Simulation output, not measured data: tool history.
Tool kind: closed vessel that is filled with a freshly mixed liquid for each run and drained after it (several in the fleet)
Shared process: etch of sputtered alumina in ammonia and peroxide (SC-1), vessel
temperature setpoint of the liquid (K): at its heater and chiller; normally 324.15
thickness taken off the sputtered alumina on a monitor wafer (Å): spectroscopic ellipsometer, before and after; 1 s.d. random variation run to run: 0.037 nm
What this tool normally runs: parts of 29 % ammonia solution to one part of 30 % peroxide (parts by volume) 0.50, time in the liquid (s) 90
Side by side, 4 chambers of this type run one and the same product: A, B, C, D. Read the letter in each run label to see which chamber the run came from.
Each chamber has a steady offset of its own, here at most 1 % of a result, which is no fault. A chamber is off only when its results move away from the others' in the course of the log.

run	day	temperature setpoint of the liquid (K)	parts of 29 % ammonia solution to one part of 30 % peroxide (parts by volume)	time in the liquid (s)	read-back film thickness of the sputtered alumina reference wafer, read on the same gauge (nm)	thickness taken off the sputtered alumina on a monitor wafer (Å)
1C	0.138	324.15	0.50	90	50.001	42.556
2A	0.267	324.15	0.50	90	49.968	42.419
3B	0.433	324.15	0.50	90	50.003	42.215
4D	0.571	324.15	0.50	90	49.988	42.851
5C	0.779	324.15	0.50	90	49.997	43.066
6D	0.888	324.15	0.50	90	50.014	42.378
7A	1.062	324.15	0.50	90	49.971	42.810
8B	1.196	324.15	0.50	90	50.008	42.125
9C	1.367	324.15	0.50	125	50.034	59.602
10A	1.517	324.15	0.50	125	50.045	59.034
11D	1.683	324.15	0.50	125	50.010	58.887
12B	1.783	324.15	0.50	125	49.987	58.917
13A	1.971	324.15	0.50	90	49.980	42.786
14D	2.088	314.15	0.50	90	49.983	23.835
15B	2.271	314.15	0.50	90	49.982	24.878
16C	2.471	314.15	0.50	90	49.965	24.434
17A	2.579	314.15	0.50	90	50.033	23.575
18D	2.717	324.15	0.50	90	49.970	42.107
19C	2.833	324.15	0.50	90	50.001	42.332
20B	2.975	324.15	0.60	90	49.969	44.944
21D	3.108	324.15	0.60	90	49.997	43.725
22C	3.233	324.15	0.60	90	50.021	43.995
23A	3.379	324.15	0.60	90	50.017	43.240
24B	3.488	324.15	0.50	90	50.012	44.198
25C	3.588	315.65	0.40	90	49.972	26.067
26A	3.750	315.65	0.40	90	49.992	25.355
27B	3.883	315.65	0.40	90	49.995	28.173
# day 3.967: chamber C: new drum of ammonia solution connected
28D	4.096	315.65	0.40	90	49.962	25.812
29A	4.267	324.15	0.50	90	49.976	43.173
30B	4.467	324.15	0.25	130	49.996	62.737
31D	4.633	324.15	0.25	130	50.018	58.135
32C	4.788	324.15	0.25	130	50.000	58.656
33D	4.929	324.15	0.25	130	50.001	58.127
34C	5.088	324.15	0.50	90	50.032	42.672
35B	5.212	324.15	0.50	90	49.997	47.178
36A	5.412	324.15	0.50	90	50.002	43.025
37B	5.608	324.15	0.40	90	49.997	46.033

Next, all 4 chambers run the settings below, one line each with question marks for the results. What does each chamber give?
38A	5.762	324.15	0.50	65		?
38B	5.762	324.15	0.50	65		?
38C	5.762	324.15	0.50	65		?
38D	5.762	324.15	0.50	65		?

run	thickness taken off the sputtered alumina on a monitor wafer (Å)
38A	30.627
38B	33.641
38C	31.391
38D	30.787
